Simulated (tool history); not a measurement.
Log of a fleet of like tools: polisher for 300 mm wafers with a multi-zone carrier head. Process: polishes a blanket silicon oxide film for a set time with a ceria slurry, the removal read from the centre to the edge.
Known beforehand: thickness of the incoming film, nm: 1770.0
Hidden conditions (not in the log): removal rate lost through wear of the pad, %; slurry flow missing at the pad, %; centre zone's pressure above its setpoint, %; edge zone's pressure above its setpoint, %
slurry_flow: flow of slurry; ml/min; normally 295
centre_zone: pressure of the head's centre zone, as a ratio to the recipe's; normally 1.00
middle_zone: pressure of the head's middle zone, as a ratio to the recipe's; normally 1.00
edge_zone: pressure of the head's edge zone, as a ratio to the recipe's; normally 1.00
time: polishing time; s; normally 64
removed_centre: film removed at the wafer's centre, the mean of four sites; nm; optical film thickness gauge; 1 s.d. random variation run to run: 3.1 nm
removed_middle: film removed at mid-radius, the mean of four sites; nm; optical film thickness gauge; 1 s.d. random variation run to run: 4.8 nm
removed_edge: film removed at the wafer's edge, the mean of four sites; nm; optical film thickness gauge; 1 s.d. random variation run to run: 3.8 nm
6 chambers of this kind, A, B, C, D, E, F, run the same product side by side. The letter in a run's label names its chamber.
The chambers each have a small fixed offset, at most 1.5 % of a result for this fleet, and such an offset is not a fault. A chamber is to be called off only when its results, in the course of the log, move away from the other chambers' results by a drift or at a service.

| run | hour | slurry_flow | centre_zone | middle_zone | edge_zone | time | wafers polished on this pad | hours since the slurry nozzle was cleaned | hours since the centre zone pressure was calibrated | hours since the edge zone pressure was calibrated | removed_centre | removed_middle | removed_edge |
|---|---|---|---|---|---|---|---|---|---|---|---|---|---|
|  | 7.2 | chamber D: centre zone pressure recalibrated |
| 1C | 8.9 | 295 | 1.00 | 1.00 | 1.00 | 64 | 600 | 485.1 | 353.8 | 723.3 | 330.15 | 330.82 | 335.26 |
|  | 15.0 | chamber C: slurry nozzle cleaned |
|  | 17.2 | chamber A: worn pad replaced by a new one |
| 2A | 20.1 | 295 | 1.00 | 1.00 | 1.00 | 64 | 29 | 259.2 | 80.3 | 411.5 | 345.32 | 341.46 | 337.57 |
|  | 20.9 | chamber F: worn pad replaced by a new one |
| 3F | 29.6 | 295 | 1.00 | 1.00 | 1.00 | 64 | 89 | 85.6 | 539.7 | 80.7 | 335.03 | 321.93 | 338.71 |
| 4B | 36.5 | 295 | 1.00 | 1.00 | 1.00 | 64 | 471 | 295.4 | 537.6 | 893.0 | 334.37 | 338.41 | 328.22 |
|  | 43.4 | chamber B: slurry nozzle cleaned |
| 5D | 45.7 | 295 | 1.11 | 1.00 | 0.91 | 64 | 834 | 410.9 | 38.5 | 116.6 | 366.14 | 328.50 | 321.28 |
|  | 49.5 | chamber E: worn pad replaced by a new one |
| 6E | 55.0 | 295 | 1.11 | 1.00 | 0.91 | 64 | 57 | 481.9 | 779.2 | 205.8 | 375.01 | 331.95 | 315.37 |
| 7A | 62.4 | 295 | 1.11 | 1.00 | 0.91 | 64 | 465 | 301.5 | 122.6 | 453.8 | 379.60 | 337.62 | 319.28 |
|  | 71.8 | chamber C: worn pad replaced by a new one |
| 8D | 75.3 | 295 | 1.11 | 1.00 | 0.91 | 64 | 1138 | 440.5 | 68.1 | 146.2 | 372.93 | 327.20 | 320.20 |
| 9C | 83.0 | 295 | 1.11 | 1.00 | 0.91 | 64 | 115 | 68.1 | 427.9 | 797.4 | 376.38 | 324.47 | 315.72 |
| 10E | 91.2 | 295 | 1.11 | 1.00 | 0.91 | 64 | 429 | 518.1 | 815.4 | 242.0 | 375.35 | 337.37 | 318.27 |
| 11F | 97.4 | 295 | 1.00 | 1.00 | 1.00 | 64 | 787 | 153.4 | 607.5 | 148.5 | 331.72 | 336.81 | 334.71 |
|  | 102.5 | chamber B: worn pad replaced by a new one |
|  | 105.1 | chamber E: slurry nozzle cleaned |
| 12B | 106.6 | 295 | 1.00 | 1.00 | 1.00 | 64 | 43 | 63.3 | 607.7 | 963.1 | 336.21 | 330.32 | 339.69 |
| 13A | 113.3 | 295 | 1.00 | 1.09 | 1.08 | 64 | 989 | 352.4 | 173.5 | 504.7 | 327.54 | 376.83 | 344.75 |
|  | 119.7 | chamber B: centre zone pressure recalibrated |
| 14E | 121.9 | 295 | 1.00 | 1.09 | 1.08 | 64 | 745 | 16.9 | 846.1 | 272.7 | 336.32 | 365.00 | 336.71 |
|  | 122.5 | chamber A: worn pad replaced by a new one |
| 15F | 132.0 | 295 | 1.00 | 1.09 | 1.08 | 64 | 1143 | 188.0 | 642.1 | 183.1 | 331.38 | 362.86 | 344.06 |
| 16D | 139.9 | 295 | 1.00 | 1.09 | 1.08 | 64 | 1803 | 505.1 | 132.7 | 210.8 | 323.27 | 346.00 | 338.09 |
|  | 146.6 | chamber E: worn pad replaced by a new one |
| 17B | 149.5 | 295 | 1.00 | 1.09 | 1.08 | 64 | 484 | 106.2 | 29.9 | 1006.0 | 333.13 | 355.77 | 349.50 |
|  | 152.5 | chamber F: worn pad replaced by a new one |
| 18C | 155.2 | 295 | 1.00 | 1.09 | 1.08 | 64 | 858 | 140.3 | 500.1 | 869.6 | 336.66 | 361.62 | 342.26 |
| 19A | 163.2 | 295 | 1.00 | 1.00 | 1.00 | 64 | 419 | 402.3 | 223.4 | 554.6 | 338.07 | 337.23 | 343.96 |
| 20B | 176.3 | 295 | 1.06 | 0.94 | 1.00 | 64 | 760 | 133.0 | 56.7 | 1032.8 | 354.63 | 313.83 | 331.91 |
|  | 180.7 | chamber E: centre zone pressure recalibrated |
| 21F | 189.2 | 295 | 1.06 | 0.94 | 1.00 | 64 | 378 | 245.2 | 699.3 | 240.3 | 357.93 | 315.66 | 334.18 |
| 22C | 200.6 | 295 | 1.06 | 0.94 | 1.00 | 64 | 1326 | 185.7 | 545.5 | 915.0 | 352.57 | 316.34 | 332.22 |
|  | 211.6 | chamber C: worn pad replaced by a new one |
| 23D | 213.0 | 295 | 1.06 | 0.94 | 1.00 | 64 | 2556 | 578.2 | 205.8 | 283.9 | 333.88 | 299.84 | 327.46 |
|  | 213.8 | chamber A: worn pad replaced by a new one |
|  | 218.4 | chamber B: worn pad replaced by a new one |
| 24E | 222.7 | 295 | 1.06 | 0.94 | 1.00 | 64 | 783 | 117.7 | 42.1 | 373.5 | 351.55 | 319.71 | 328.67 |
| 25D | 234.2 | 295 | 1.06 | 0.94 | 1.00 | 64 | 2774 | 599.4 | 227.0 | 305.1 | 329.58 | 293.00 | 322.80 |
|  | 236.8 | chamber E: worn pad replaced by a new one |
| 26A | 243.5 | 295 | 1.00 | 1.00 | 1.00 | 64 | 306 | 482.6 | 303.7 | 634.9 | 338.84 | 332.47 | 341.92 |
| 27B | 255.5 | 295 | 1.00 | 1.07 | 1.00 | 64 | 381 | 212.2 | 135.9 | 1112.0 | 336.31 | 355.52 | 330.27 |
| 28F | 264.9 | 295 | 1.00 | 1.07 | 1.00 | 64 | 1157 | 320.9 | 775.0 | 316.0 | 337.92 | 359.21 | 334.09 |
| 29E | 273.7 | 295 | 1.00 | 1.07 | 1.00 | 64 | 380 | 168.7 | 93.1 | 424.5 | 332.05 | 358.53 | 332.87 |
| 30C | 286.3 | 295 | 1.00 | 1.07 | 1.00 | 64 | 769 | 271.4 | 631.2 | 1000.7 | 332.87 | 356.96 | 334.38 |
| 31A | 295.7 | 295 | 1.00 | 1.07 | 1.00 | 64 | 843 | 534.8 | 355.9 | 687.1 | 332.41 | 363.52 | 333.49 |
|  | 299.5 | chamber F: worn pad replaced by a new one |
| 32D | 303.7 | 295 | 1.00 | 1.07 | 1.00 | 64 | 3489 | 668.9 | 296.5 | 374.6 | 308.30 | 325.33 | 312.57 |
| 33B | 316.4 | 295 | 1.00 | 1.00 | 1.00 | 64 | 1008 | 273.1 | 196.8 | 1172.9 | 329.66 | 332.11 | 334.89 |
| 34E | 322.9 | 295 | 1.00 | 1.00 | 1.00 | 64 | 886 | 217.9 | 142.3 | 473.7 | 334.40 | 335.62 | 330.72 |
| 35F | 333.3 | 295 | 1.00 | 1.00 | 1.00 | 64 | 348 | 389.3 | 843.4 | 384.4 | 333.41 | 334.55 | 337.97 |
| 36C | 339.1 | 295 | 1.00 | 1.00 | 1.00 | 64 | 1312 | 324.2 | 684.0 | 1053.5 | 338.90 | 331.04 | 334.94 |
| 37C | 345.4 | 295 | 1.00 | 1.00 | 1.00 | 64 | 1377 | 330.5 | 690.3 | 1059.8 | 340.00 | 330.59 | 330.01 |

For the next run the whole fleet of 6 chambers uses the same settings. Give each chamber's results:
| 38A | 354.7 | 360 | 1.00 | 1.00 | 1.00 | 64 |  |  |  |  | ? | ? | ? |
| 38B | 354.7 | 360 | 1.00 | 1.00 | 1.00 | 64 |  |  |  |  | ? | ? | ? |
| 38C | 354.7 | 360 | 1.00 | 1.00 | 1.00 | 64 |  |  |  |  | ? | ? | ? |
| 38D | 354.7 | 360 | 1.00 | 1.00 | 1.00 | 64 |  |  |  |  | ? | ? | ? |
| 38E | 354.7 | 360 | 1.00 | 1.00 | 1.00 | 64 |  |  |  |  | ? | ? | ? |
| 38F | 354.7 | 360 | 1.00 | 1.00 | 1.00 | 64 |  |  |  |  | ? | ? | ? |

| run | removed_centre | removed_middle | removed_edge |
|---|---|---|---|
| 38A | 336.20 | 337.36 | 339.15 |
| 38B | 335.13 | 331.94 | 338.81 |
| 38C | 342.93 | 334.39 | 334.67 |
| 38D | 305.77 | 309.34 | 305.75 |
| 38E | 343.32 | 338.11 | 334.73 |
| 38F | 342.80 | 336.18 | 336.59 |
